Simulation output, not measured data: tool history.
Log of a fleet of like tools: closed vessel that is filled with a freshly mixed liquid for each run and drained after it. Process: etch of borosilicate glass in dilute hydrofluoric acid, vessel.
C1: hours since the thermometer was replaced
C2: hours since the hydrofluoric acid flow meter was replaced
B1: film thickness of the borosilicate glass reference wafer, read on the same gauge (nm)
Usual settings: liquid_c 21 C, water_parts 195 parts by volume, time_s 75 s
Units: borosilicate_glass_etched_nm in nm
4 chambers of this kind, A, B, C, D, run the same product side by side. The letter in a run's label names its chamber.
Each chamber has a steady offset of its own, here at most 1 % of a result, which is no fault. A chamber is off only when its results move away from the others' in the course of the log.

run 1C hour=3.2 | liquid_c=21 water_parts=195 time_s=75 | C1=2179.6 C2=596.5 | B1=90.003 | borosilicate_glass_etched_nm=5.8563
-- hour=4.8 chamber D: thermometer replaced
run 2D hour=7.2 | liquid_c=21 water_parts=195 time_s=75 | C1=2.4 C2=265.6 | B1=90.009 | borosilicate_glass_etched_nm=5.7394
run 3B hour=11.4 | liquid_c=21 water_parts=195 time_s=75 | C1=1006.3 C2=916.4 | B1=89.996 | borosilicate_glass_etched_nm=5.8049
run 4A hour=13.7 | liquid_c=21 water_parts=195 time_s=75 | C1=350.8 C2=394.3 | B1=89.994 | borosilicate_glass_etched_nm=5.7790
run 5D hour=16.4 | liquid_c=21 water_parts=195 time_s=75 | C1=11.6 C2=274.8 | B1=90.015 | borosilicate_glass_etched_nm=5.7462
run 6C hour=18.8 | liquid_c=21 water_parts=195 time_s=45 | C1=2195.2 C2=612.1 | B1=89.976 | borosilicate_glass_etched_nm=3.5100
run 7A hour=21.0 | liquid_c=21 water_parts=195 time_s=45 | C1=358.1 C2=401.6 | B1=89.988 | borosilicate_glass_etched_nm=3.4538
run 8B hour=24.1 | liquid_c=21 water_parts=195 time_s=45 | C1=1019.0 C2=929.1 | B1=89.964 | borosilicate_glass_etched_nm=3.4539
run 9D hour=26.3 | liquid_c=21 water_parts=195 time_s=45 | C1=21.5 C2=284.7 | B1=90.031 | borosilicate_glass_etched_nm=3.4597
run 10A hour=30.4 | liquid_c=21 water_parts=195 time_s=75 | C1=367.5 C2=411.0 | B1=89.981 | borosilicate_glass_etched_nm=5.7848
run 11B hour=33.5 | liquid_c=21 water_parts=195 time_s=75 | C1=1028.4 C2=938.5 | B1=90.005 | borosilicate_glass_etched_nm=5.8108
run 12C hour=35.5 | liquid_c=21 water_parts=195 time_s=75 | C1=2211.9 C2=628.8 | B1=89.996 | borosilicate_glass_etched_nm=5.8618
run 13B hour=39.7 | liquid_c=21 water_parts=195 time_s=75 | C1=1034.6 C2=944.7 | B1=89.994 | borosilicate_glass_etched_nm=5.7796
run 14C hour=42.7 | liquid_c=21 water_parts=195 time_s=75 | C1=2219.1 C2=636.0 | B1=90.009 | borosilicate_glass_etched_nm=5.8293
run 15A hour=45.3 | liquid_c=21 water_parts=195 time_s=75 | C1=382.4 C2=425.9 | B1=90.004 | borosilicate_glass_etched_nm=5.8004
run 16D hour=48.8 | liquid_c=21 water_parts=275 time_s=40 | C1=44.0 C2=307.2 | B1=90.012 | borosilicate_glass_etched_nm=2.0439
run 17A hour=52.9 | liquid_c=21 water_parts=275 time_s=40 | C1=390.0 C2=433.5 | B1=90.019 | borosilicate_glass_etched_nm=2.0090
run 18B hour=55.8 | liquid_c=21 water_parts=275 time_s=40 | C1=1050.7 C2=960.8 | B1=89.999 | borosilicate_glass_etched_nm=2.0206
run 19C hour=59.2 | liquid_c=21 water_parts=275 time_s=40 | C1=2235.6 C2=652.5 | B1=89.992 | borosilicate_glass_etched_nm=2.0555
run 20D hour=63.4 | liquid_c=21 water_parts=195 time_s=75 | C1=58.6 C2=321.8 | B1=90.008 | borosilicate_glass_etched_nm=5.8828
run 21C hour=66.2 | liquid_c=21 water_parts=195 time_s=75 | C1=2242.6 C2=659.5 | B1=89.991 | borosilicate_glass_etched_nm=5.8635
-- hour=68.4 chamber C: thermometer replaced
run 22B hour=70.0 | liquid_c=21 water_parts=195 time_s=115 | C1=1064.9 C2=975.0 | B1=89.994 | borosilicate_glass_etched_nm=8.7274
run 23A hour=74.0 | liquid_c=21 water_parts=195 time_s=115 | C1=411.1 C2=454.6 | B1=90.039 | borosilicate_glass_etched_nm=8.9082
run 24D hour=77.8 | liquid_c=21 water_parts=195 time_s=115 | C1=73.0 C2=336.2 | B1=90.035 | borosilicate_glass_etched_nm=9.2079
run 25A hour=80.8 | liquid_c=21 water_parts=195 time_s=115 | C1=417.9 C2=461.4 | B1=90.002 | borosilicate_glass_etched_nm=8.9057
run 26D hour=84.2 | liquid_c=21 water_parts=195 time_s=75 | C1=79.4 C2=342.6 | B1=90.010 | borosilicate_glass_etched_nm=5.9962
run 27C hour=87.8 | liquid_c=21 water_parts=195 time_s=75 | C1=19.4 C2=681.1 | B1=90.022 | borosilicate_glass_etched_nm=5.8413
run 28B hour=90.0 | liquid_c=21 water_parts=195 time_s=75 | C1=1084.9 C2=995.0 | B1=89.996 | borosilicate_glass_etched_nm=5.6924
run 29D hour=93.6 | liquid_c=21 water_parts=195 time_s=75 | C1=88.8 C2=352.0 | B1=89.967 | borosilicate_glass_etched_nm=6.0648
run 30B hour=96.1 | liquid_c=21 water_parts=195 time_s=75 | C1=1091.0 C2=1001.1 | B1=90.012 | borosilicate_glass_etched_nm=5.8041
run 31A hour=99.3 | liquid_c=21 water_parts=195 time_s=75 | C1=436.4 C2=479.9 | B1=90.004 | borosilicate_glass_etched_nm=5.7874
run 32C hour=103.6 | liquid_c=21 water_parts=195 time_s=75 | C1=35.2 C2=696.9 | B1=89.992 | borosilicate_glass_etched_nm=5.8249

Is one chamber off against the others, does the gauge drift, or is nothing wrong? If a chamber is off, say which, and what the likeliest cause is.

Chamber D drifts away from the others.
Cause: hydrofluoric acid flow above the setpoint (%) = 4.58.
The log may not tell that from: liquid hotter than its thermometer reads (K).

Here are 4 candidates for chamber D's next run, each the usual settings with a change, their results left as question marks. Which one brings its results back in line with what the others give on the usual settings?
In line means no further than this from the other chambers' mean on the usual settings: borosilicate_glass_etched_nm 0.1300 nm
run 33D-1 hour=106.8 | liquid_c=23.5 water_parts=195 time_s=75 | borosilicate_glass_etched_nm=?
run 33D-2 hour=106.8 | liquid_c=19.0 water_parts=195 time_s=75 | borosilicate_glass_etched_nm=?
run 33D-3 hour=106.8 | liquid_c=22.0 water_parts=195 time_s=75 | borosilicate_glass_etched_nm=?
run 33D-4 hour=106.8 | liquid_c=20.0 water_parts=195 time_s=75 | borosilicate_glass_etched_nm=?

The other chambers' mean on the usual settings: borosilicate_glass_etched_nm 5.7876 nm
run=33D-1 borosilicate_glass_etched_nm=6.6546
run=33D-2 borosilicate_glass_etched_nm=5.6089
run=33D-3 borosilicate_glass_etched_nm=6.2925
run=33D-4 borosilicate_glass_etched_nm=5.8305
33D-4 brings the chamber back in line.

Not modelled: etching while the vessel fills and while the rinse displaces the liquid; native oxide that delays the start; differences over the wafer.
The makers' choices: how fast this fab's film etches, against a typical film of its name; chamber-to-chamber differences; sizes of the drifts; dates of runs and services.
